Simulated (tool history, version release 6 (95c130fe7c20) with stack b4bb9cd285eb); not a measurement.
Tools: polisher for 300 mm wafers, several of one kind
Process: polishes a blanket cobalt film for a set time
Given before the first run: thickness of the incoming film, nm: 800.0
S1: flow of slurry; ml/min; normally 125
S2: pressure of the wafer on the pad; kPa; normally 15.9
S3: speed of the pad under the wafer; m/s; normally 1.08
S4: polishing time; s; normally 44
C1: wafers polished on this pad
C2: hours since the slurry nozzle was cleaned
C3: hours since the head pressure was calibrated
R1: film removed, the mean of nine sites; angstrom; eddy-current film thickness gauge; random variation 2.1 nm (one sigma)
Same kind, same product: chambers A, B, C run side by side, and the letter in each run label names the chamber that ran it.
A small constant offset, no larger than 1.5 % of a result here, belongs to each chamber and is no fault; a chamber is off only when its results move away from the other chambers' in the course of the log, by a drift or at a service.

run 1C hour=5.6 | S1=125 S2=15.9 S3=1.08 S4=44 | C1=567 C2=302.3 C3=619.9 | R1=3079.4
run 2B hour=13.6 | S1=125 S2=15.9 S3=1.08 S4=44 | C1=567 C2=36.7 C3=452.7 | R1=3030.1
run 3A hour=21.2 | S1=125 S2=15.9 S3=1.08 S4=44 | C1=257 C2=210.1 C3=663.7 | R1=2988.2
run 4A hour=25.9 | S1=125 S2=15.9 S3=1.08 S4=44 | C1=310 C2=214.8 C3=668.4 | R1=3011.1
run 5C hour=33.6 | S1=125 S2=15.9 S3=1.08 S4=44 | C1=878 C2=330.3 C3=647.9 | R1=3091.6
run 6B hour=42.7 | S1=125 S2=15.9 S3=1.08 S4=44 | C1=891 C2=65.8 C3=481.8 | R1=3050.5
-- hour=44.8 chamber B: worn pad replaced by a new one
run 7B hour=51.4 | S1=125 S2=15.9 S3=1.08 S4=44 | C1=74 C2=74.5 C3=490.5 | R1=3046.4
run 8A hour=58.7 | S1=125 S2=13.1 S3=0.78 S4=44 | C1=674 C2=247.6 C3=701.2 | R1=1784.8
-- hour=61.6 chamber C: worn pad replaced by a new one
run 9C hour=65.9 | S1=125 S2=13.1 S3=0.78 S4=44 | C1=48 C2=362.6 C3=680.2 | R1=1833.0
-- hour=71.3 chamber A: worn pad replaced by a new one
run 10B hour=74.0 | S1=125 S2=13.1 S3=0.78 S4=44 | C1=325 C2=97.1 C3=513.1 | R1=1814.7
run 11A hour=81.6 | S1=125 S2=15.9 S3=1.08 S4=44 | C1=115 C2=270.5 C3=724.1 | R1=2996.3
run 12C hour=86.6 | S1=125 S2=15.9 S3=1.08 S4=44 | C1=278 C2=383.3 C3=700.9 | R1=3085.2
run 13C hour=93.2 | S1=125 S2=15.9 S3=1.08 S4=44 | C1=351 C2=389.9 C3=707.5 | R1=3082.1
run 14A hour=100.8 | S1=125 S2=15.9 S3=1.08 S4=44 | C1=328 C2=289.7 C3=743.3 | R1=2983.3
run 15B hour=106.8 | S1=125 S2=20.7 S3=1.42 S4=44 | C1=689 C2=129.9 C3=545.9 | R1=5211.5
run 16B hour=114.2 | S1=125 S2=20.7 S3=1.42 S4=44 | C1=772 C2=137.3 C3=553.3 | R1=5264.4
-- hour=117.2 chamber B: worn pad replaced by a new one
run 17A hour=122.5 | S1=125 S2=20.7 S3=1.42 S4=44 | C1=569 C2=311.4 C3=765.0 | R1=5102.3
run 18C hour=127.2 | S1=125 S2=15.9 S3=1.08 S4=44 | C1=729 C2=423.9 C3=741.5 | R1=3068.9
run 19B hour=135.5 | S1=125 S2=15.9 S3=1.08 S4=44 | C1=203 C2=158.6 C3=574.6 | R1=3028.6
-- hour=137.3 chamber A: worn pad replaced by a new one
run 20A hour=143.1 | S1=125 S2=15.9 S3=1.08 S4=44 | C1=64 C2=332.0 C3=785.6 | R1=2975.7
run 21C hour=149.5 | S1=125 S2=15.9 S3=1.08 S4=44 | C1=977 C2=446.2 C3=763.8 | R1=3058.1
run 22C hour=159.3 | S1=85 S2=15.9 S3=1.08 S4=44 | C1=1086 C2=456.0 C3=773.6 | R1=2763.6
-- hour=169.1 chamber C: worn pad replaced by a new one
run 23A hour=169.2 | S1=85 S2=15.9 S3=1.08 S4=44 | C1=355 C2=358.1 C3=811.7 | R1=2653.4
run 24B hour=179.2 | S1=85 S2=15.9 S3=1.08 S4=44 | C1=689 C2=202.3 C3=618.3 | R1=2752.6
run 25B hour=186.6 | S1=125 S2=15.9 S3=1.08 S4=44 | C1=771 C2=209.7 C3=625.7 | R1=3041.6
run 26C hour=193.9 | S1=125 S2=15.9 S3=1.08 S4=44 | C1=275 C2=490.6 C3=808.2 | R1=3103.5
-- hour=196.9 chamber A: worn pad replaced by a new one
-- hour=198.5 chamber B: worn pad replaced by a new one
run 27A hour=199.4 | S1=125 S2=15.9 S3=1.08 S4=44 | C1=28 C2=388.3 C3=841.9 | R1=2904.9
run 28A hour=207.0 | S1=125 S2=15.9 S3=1.08 S4=44 | C1=112 C2=395.9 C3=849.5 | R1=2903.9
-- hour=212.6 chamber C: slurry nozzle cleaned
run 29C hour=213.7 | S1=125 S2=15.9 S3=1.08 S4=44 | C1=495 C2=1.1 C3=828.0 | R1=3055.0
run 30B hour=218.9 | S1=125 S2=15.9 S3=1.08 S4=44 | C1=226 C2=242.0 C3=658.0 | R1=3037.9
run 31A hour=226.6 | S1=125 S2=15.9 S3=1.08 S4=44 | C1=330 C2=415.5 C3=869.1 | R1=2913.2
run 32C hour=232.2 | S1=125 S2=15.9 S3=1.08 S4=44 | C1=701 C2=19.6 C3=846.5 | R1=3089.7
run 33B hour=241.1 | S1=125 S2=15.9 S3=1.08 S4=44 | C1=473 C2=264.2 C3=680.2 | R1=3034.7
run 34B hour=246.2 | S1=125 S2=15.9 S3=1.08 S4=44 | C1=530 C2=269.3 C3=685.3 | R1=3052.3
run 35C hour=251.9 | S1=125 S2=15.9 S3=0.90 S4=30 | C1=920 C2=39.3 C3=866.2 | R1=1737.0
run 36A hour=258.4 | S1=125 S2=15.9 S3=0.90 S4=30 | C1=684 C2=447.3 C3=900.9 | R1=1627.7
-- hour=260.9 chamber A: worn pad replaced by a new one
-- hour=262.2 chamber B: worn pad replaced by a new one
run 37C hour=263.0 | S1=125 S2=15.9 S3=0.90 S4=30 | C1=1043 C2=50.4 C3=877.3 | R1=1745.8
run 38A hour=272.5 | S1=125 S2=15.9 S3=1.08 S4=44 | C1=129 C2=461.4 C3=915.0 | R1=2858.2
run 39B hour=277.1 | S1=125 S2=15.9 S3=1.08 S4=44 | C1=166 C2=300.2 C3=716.2 | R1=3040.6

The same settings go to every chamber for the next run, one line per chamber below. Forecast the results for each:
run 40A hour=284.4 | S1=165 S2=15.9 S3=1.08 S4=44 | R1=?
run 40B hour=284.4 | S1=165 S2=15.9 S3=1.08 S4=44 | R1=?
run 40C hour=284.4 | S1=165 S2=15.9 S3=1.08 S4=44 | R1=?

run=40A R1=3001.2
run=40B R1=3140.2
run=40C R1=3195.6
